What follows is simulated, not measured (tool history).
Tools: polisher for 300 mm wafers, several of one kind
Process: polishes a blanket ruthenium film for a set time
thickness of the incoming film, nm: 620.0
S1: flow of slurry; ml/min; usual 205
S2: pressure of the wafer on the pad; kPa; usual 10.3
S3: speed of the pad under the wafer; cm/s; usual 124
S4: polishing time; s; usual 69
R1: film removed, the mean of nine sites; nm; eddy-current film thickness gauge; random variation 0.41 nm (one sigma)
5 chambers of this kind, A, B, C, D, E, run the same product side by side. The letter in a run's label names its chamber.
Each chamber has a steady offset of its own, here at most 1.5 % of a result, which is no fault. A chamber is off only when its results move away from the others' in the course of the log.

run   hour   S1    S2   S3  S4      R1
       2.3  -- chamber C: head pressure recalibrated
 1A    6.4  205  10.3  124  69  66.202
 2E   15.6  205  10.3  124  69  66.308
 3D   20.5  205  10.3  124  69  66.035
      26.9  -- chamber E: slurry nozzle cleaned
      28.0  -- chamber E: worn pad replaced by a new one
      28.3  -- chamber C: worn pad replaced by a new one
 4B   29.6  205  10.3  124  69  66.666
 5C   35.1  150  10.3  142  69  72.043
      36.0  -- chamber D: slurry nozzle cleaned
 6E   42.7  150  10.3  142  69  72.269
      45.3  -- chamber A: worn pad replaced by a new one
      45.6  -- chamber B: worn pad replaced by a new one
 7C   50.9  150  10.3  142  69  72.503
 8A   59.7  150  10.3  142  69  71.566
 9B   67.0  150  10.3  142  69  72.645
10D   73.3  205  10.3   92  49  34.946
      79.4  -- chamber E: worn pad replaced by a new one
11E   80.0  205  10.3   92  49  35.382
      80.4  -- chamber C: slurry nozzle cleaned
      82.5  -- chamber C: worn pad replaced by a new one
      84.4  -- chamber D: worn pad replaced by a new one
12D   88.0  205  10.3   92  49  35.059
13A   92.7  205  10.3   92  49  34.886
14B  100.5  205  10.3   92  49  35.473
     102.8  -- chamber B: worn pad replaced by a new one
     103.5  -- chamber A: worn pad replaced by a new one
15C  108.7  205  10.3  124  69  66.639
16C  114.3  205  10.3  124  69  65.794
17B  123.8  205  10.3  124  69  67.583
18D  128.2  205  10.3  124  69  66.375
     129.3  -- chamber E: worn pad replaced by a new one
19E  135.7  205   8.3  124  69  52.858
     135.8  -- chamber C: worn pad replaced by a new one
20A  144.0  205   8.3  124  69  52.349
21D  149.8  205   8.3  124  69  53.428
     151.6  -- chamber B: worn pad replaced by a new one
     155.0  -- chamber A: worn pad replaced by a new one
22A  157.0  205   8.3  124  69  52.600
23C  166.1  205   8.3  124  69  52.876
24B  170.8  205  10.3  124  47  46.485
25E  177.6  205  10.3  124  47  45.387
     178.8  -- chamber E: worn pad replaced by a new one
     181.3  -- chamber D: worn pad replaced by a new one
     182.8  -- chamber C: worn pad replaced by a new one
26D  184.8  205  10.3  124  47  45.357
27C  193.6  205  10.3  124  47  44.815
28A  199.3  205  10.3  124  47  45.036
29E  205.1  205  10.3  124  69  65.703
     209.9  -- chamber B: worn pad replaced by a new one
30B  210.8  205  10.3  124  69  69.270
31C  216.8  205  10.3  124  69  66.169
     217.4  -- chamber E: slurry nozzle cleaned
     219.4  -- chamber A: worn pad replaced by a new one
32E  221.4  205  10.3  124  69  65.739
     228.6  -- chamber E: worn pad replaced by a new one
33D  230.5  245  10.3  124  69  68.321
     230.6  -- chamber C: worn pad replaced by a new one
34B  240.1  245  10.3  124  69  72.066
35A  248.8  245  10.3  124  69  67.651
36E  253.1  245  10.3  124  69  67.684
37C  258.8  245  10.3  124  69  68.063
38D  266.5  205  10.3  124  69  66.730

Is one chamber off against the others, does the gauge drift, or is nothing wrong? If a chamber is off, say which, and what the likeliest cause is.

Chamber B drifts away from the others.
Cause: head's pressure above its setpoint, % = 5.47.

Here are 4 candidates for chamber B's next run, each the usual settings with a change, their results left as question marks. Which one brings its results back in line with what the others give on the usual settings?
In line means no further than this from the other chambers' mean on the usual settings: R1 1.400 nm
39B-1  273.4  205  10.3  120  67   ?
39B-2  273.4  205  10.3  126  69   ?
39B-3  273.4  175  10.3  124  69   ?
39B-4  273.4  205  10.3  128  71   ?

The other chambers' mean on the usual settings: R1 66.043 nm
  run      R1
39B-1  66.047
39B-2  71.366
39B-3  68.661
39B-4  74.583
39B-1 brings the chamber back in line.

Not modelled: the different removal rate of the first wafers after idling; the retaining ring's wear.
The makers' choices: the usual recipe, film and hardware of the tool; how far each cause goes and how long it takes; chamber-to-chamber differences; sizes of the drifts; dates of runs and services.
